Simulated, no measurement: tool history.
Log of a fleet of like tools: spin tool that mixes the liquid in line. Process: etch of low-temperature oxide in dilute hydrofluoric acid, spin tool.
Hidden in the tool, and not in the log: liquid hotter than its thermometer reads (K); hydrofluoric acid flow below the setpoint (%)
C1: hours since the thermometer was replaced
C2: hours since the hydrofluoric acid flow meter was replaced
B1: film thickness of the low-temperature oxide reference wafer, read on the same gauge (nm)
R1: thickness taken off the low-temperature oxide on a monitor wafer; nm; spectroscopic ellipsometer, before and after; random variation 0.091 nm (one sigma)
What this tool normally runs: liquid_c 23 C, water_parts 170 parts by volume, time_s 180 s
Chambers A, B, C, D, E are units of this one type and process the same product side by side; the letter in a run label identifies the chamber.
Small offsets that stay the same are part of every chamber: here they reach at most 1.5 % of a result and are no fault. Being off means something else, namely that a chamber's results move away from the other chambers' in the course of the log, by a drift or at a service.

{"run": "1D", "day": 0.196, "liquid_c": 23, "water_parts": 170, "time_s": 180, "C1": 563.1, "C2": 84.3, "B1": 89.99, "R1": 10.166}
{"run": "2A", "day": 0.454, "liquid_c": 23, "water_parts": 170, "time_s": 180, "C1": 1578.9, "C2": 1039.6, "B1": 89.996, "R1": 9.8815}
{"run": "3C", "day": 0.638, "liquid_c": 23, "water_parts": 170, "time_s": 180, "C1": 1821.4, "C2": 139.4, "B1": 90.017, "R1": 10.014}
{"run": "4B", "day": 0.9, "liquid_c": 23, "water_parts": 170, "time_s": 180, "C1": 1042.3, "C2": 117.9, "B1": 89.985, "R1": 10.142}
{"run": "5E", "day": 1.038, "liquid_c": 23, "water_parts": 205, "time_s": 95, "C1": 684.3, "C2": 2014.2, "B1": 90.047, "R1": 4.1273}
{"run": "6B", "day": 1.25, "liquid_c": 23, "water_parts": 205, "time_s": 95, "C1": 1050.7, "C2": 126.3, "B1": 90, "R1": 4.2682}
{"run": "7C", "day": 1.404, "liquid_c": 23, "water_parts": 205, "time_s": 95, "C1": 1839.8, "C2": 157.8, "B1": 89.972, "R1": 4.1804}
{"run": "8D", "day": 1.546, "liquid_c": 23, "water_parts": 205, "time_s": 95, "C1": 595.5, "C2": 116.7, "B1": 90.046, "R1": 4.1794}
{"run": "9A", "day": 1.804, "liquid_c": 23, "water_parts": 205, "time_s": 95, "C1": 1611.3, "C2": 1072, "B1": 89.992, "R1": 4.2066}
{"run": "10E", "day": 1.979, "liquid_c": 19, "water_parts": 170, "time_s": 150, "C1": 706.9, "C2": 2036.8, "B1": 89.952, "R1": 7.0606}
{"run": "11A", "day": 2.138, "liquid_c": 19, "water_parts": 170, "time_s": 150, "C1": 1619.3, "C2": 1080, "B1": 90.055, "R1": 7.0267}
{"run": "12E", "day": 2.321, "liquid_c": 19, "water_parts": 170, "time_s": 150, "C1": 715.1, "C2": 2045, "B1": 89.974, "R1": 7.1284}
{"run": "13B", "day": 2.488, "liquid_c": 19, "water_parts": 170, "time_s": 150, "C1": 1080.4, "C2": 156, "B1": 90.015, "R1": 7.229}
{"run": "14C", "day": 2.65, "liquid_c": 19, "water_parts": 170, "time_s": 150, "C1": 1869.7, "C2": 187.7, "B1": 90.001, "R1": 7.1387}
{"run": "15D", "day": 2.825, "liquid_c": 23, "water_parts": 170, "time_s": 180, "C1": 626.2, "C2": 147.4, "B1": 90.018, "R1": 9.9616}
{"run": "16C", "day": 2.958, "liquid_c": 23, "water_parts": 170, "time_s": 180, "C1": 1877.1, "C2": 195.1, "B1": 89.975, "R1": 9.9506}
{"run": "17B", "day": 3.088, "liquid_c": 23, "water_parts": 170, "time_s": 180, "C1": 1094.8, "C2": 170.4, "B1": 90.021, "R1": 9.9847}
{"run": "18D", "day": 3.238, "liquid_c": 20, "water_parts": 170, "time_s": 125, "C1": 636.1, "C2": 157.3, "B1": 90.011, "R1": 6.2012}
{"run": "19A", "day": 3.425, "liquid_c": 20, "water_parts": 170, "time_s": 125, "C1": 1650.2, "C2": 1110.9, "B1": 89.994, "R1": 6.1874}
{"run": "20E", "day": 3.65, "liquid_c": 20, "water_parts": 170, "time_s": 125, "C1": 747, "C2": 2076.9, "B1": 89.979, "R1": 6.3461}
{"run": "21A", "day": 3.838, "liquid_c": 20, "water_parts": 170, "time_s": 125, "C1": 1660.1, "C2": 1120.8, "B1": 89.933, "R1": 6.1488}
{"run": "22B", "day": 3.962, "liquid_c": 20, "water_parts": 170, "time_s": 125, "C1": 1115.8, "C2": 191.4, "B1": 90.058, "R1": 6.2321}
{"run": "23D", "day": 4.083, "liquid_c": 23, "water_parts": 170, "time_s": 180, "C1": 656.4, "C2": 177.6, "B1": 90.012, "R1": 10.111}
{"run": "24E", "day": 4.271, "liquid_c": 23, "water_parts": 170, "time_s": 180, "C1": 761.9, "C2": 2091.8, "B1": 90.033, "R1": 10.248}
{"run": "25C", "day": 4.462, "liquid_c": 23, "water_parts": 170, "time_s": 180, "C1": 1913.2, "C2": 231.2, "B1": 89.954, "R1": 9.8423}
{"run": "26D", "day": 4.583, "liquid_c": 23, "water_parts": 170, "time_s": 180, "C1": 668.4, "C2": 189.6, "B1": 89.985, "R1": 9.9997}
{"run": "27B", "day": 4.758, "liquid_c": 23, "water_parts": 170, "time_s": 180, "C1": 1134.9, "C2": 210.5, "B1": 90.014, "R1": 9.9766}
{"run": "28E", "day": 4.996, "liquid_c": 23, "water_parts": 170, "time_s": 180, "C1": 779.3, "C2": 2109.2, "B1": 89.954, "R1": 10.517}
{"run": "29C", "day": 5.204, "liquid_c": 23, "water_parts": 170, "time_s": 180, "C1": 1931, "C2": 249, "B1": 90.011, "R1": 10.123}
{"run": "30A", "day": 5.454, "liquid_c": 23, "water_parts": 170, "time_s": 180, "C1": 1698.9, "C2": 1159.6, "B1": 90.027, "R1": 9.8202}
{"run": "31D", "day": 5.612, "liquid_c": 23, "water_parts": 170, "time_s": 180, "C1": 693.1, "C2": 214.3, "B1": 90.033, "R1": 9.8176}
{"run": "32E", "day": 5.779, "liquid_c": 23, "water_parts": 170, "time_s": 180, "C1": 798.1, "C2": 2128, "B1": 90.049, "R1": 10.618}
{"run": "33C", "day": 6.017, "liquid_c": 23, "water_parts": 170, "time_s": 180, "C1": 1950.5, "C2": 268.5, "B1": 90.019, "R1": 10.05}

All 5 chambers run these settings next. Forecast each chamber's results:
{"run": "34A", "day": 6.212, "liquid_c": 23, "water_parts": 170, "time_s": 180, "R1": "?"}
{"run": "34B", "day": 6.212, "liquid_c": 23, "water_parts": 170, "time_s": 180, "R1": "?"}
{"run": "34C", "day": 6.212, "liquid_c": 23, "water_parts": 170, "time_s": 180, "R1": "?"}
{"run": "34D", "day": 6.212, "liquid_c": 23, "water_parts": 170, "time_s": 180, "R1": "?"}
{"run": "34E", "day": 6.212, "liquid_c": 23, "water_parts": 170, "time_s": 180, "R1": "?"}

run=34A R1=10.012
run=34B R1=10.006
run=34C R1=10.115
run=34D R1=10.046
run=34E R1=10.785
